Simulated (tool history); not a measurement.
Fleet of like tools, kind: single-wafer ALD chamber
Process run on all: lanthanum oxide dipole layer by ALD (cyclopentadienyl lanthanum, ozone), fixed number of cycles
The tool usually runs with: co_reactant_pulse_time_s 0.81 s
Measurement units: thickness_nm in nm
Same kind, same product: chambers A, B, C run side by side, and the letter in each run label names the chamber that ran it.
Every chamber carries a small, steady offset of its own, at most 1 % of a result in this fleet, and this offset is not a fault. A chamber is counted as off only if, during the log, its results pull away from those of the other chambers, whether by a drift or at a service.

run	hour	co_reactant_pulse_time_s	read-back reference wafer on the same gauge, thickness_nm	thickness_nm
1C	2.9	0.81	0.54609	0.46075
2A	5.3	0.81	0.54589	0.46618
3B	8.1	0.81	0.54577	0.46468
4C	10.2	0.81	0.5456	0.4622
5A	13.6	0.81	0.54583	0.46668
6B	18.3	0.81	0.54563	0.46442
7C	22.1	0.5	0.5455	0.36256
8B	26.7	0.5	0.54546	0.36747
9A	31	0.5	0.54536	0.36512
# hour 31.7: chamber C: ozone generator serviced
10A	34.4	0.81	0.54534	0.46475
11B	38.6	0.81	0.54527	0.46468
12C	43	0.81	0.54549	0.46063
13B	47.1	0.81	0.54531	0.46294
14C	49.3	0.81	0.54515	0.46211
15A	53.7	0.81	0.54501	0.4658
16A	58.3	0.81	0.54498	0.46568
17C	61.7	0.81	0.54497	0.46117
18B	64.9	1.11	0.54462	0.51527
19B	68.5	1.11	0.54491	0.51549
20A	70.8	1.11	0.54477	0.51772
21C	74	0.81	0.54463	0.46035
22A	77.4	0.81	0.54458	0.46517
23C	81.8	0.81	0.54457	0.46114
24B	84.5	0.81	0.54446	0.46399
25B	88.3	0.57	0.54446	0.39445
26A	92.7	0.57	0.54429	0.39282
27C	95.1	0.57	0.54422	0.38958
28C	98.9	0.81	0.54428	0.46005
29B	101.7	0.81	0.54421	0.46306
30A	103.9	0.54	0.54427	0.38083
31C	107.6	0.54	0.54427	0.37817
32A	112.3	0.54	0.5439	0.38113
33B	116.6	0.81	0.54394	0.46256
34A	121.5	0.81	0.54383	0.4645
35C	123.6	0.81	0.54395	0.46011
36B	128.1	0.81	0.54362	0.46215
37A	130.7	0.81	0.54359	0.46513

Is one chamber off against the others, does the gauge drift, or is nothing wrong? If a chamber is off, say which, and what the likeliest cause is.

The gauge drifts, so all chambers seem to drift together. No chamber is off.
What lies behind it: gauge reads low (%) = 0.432.
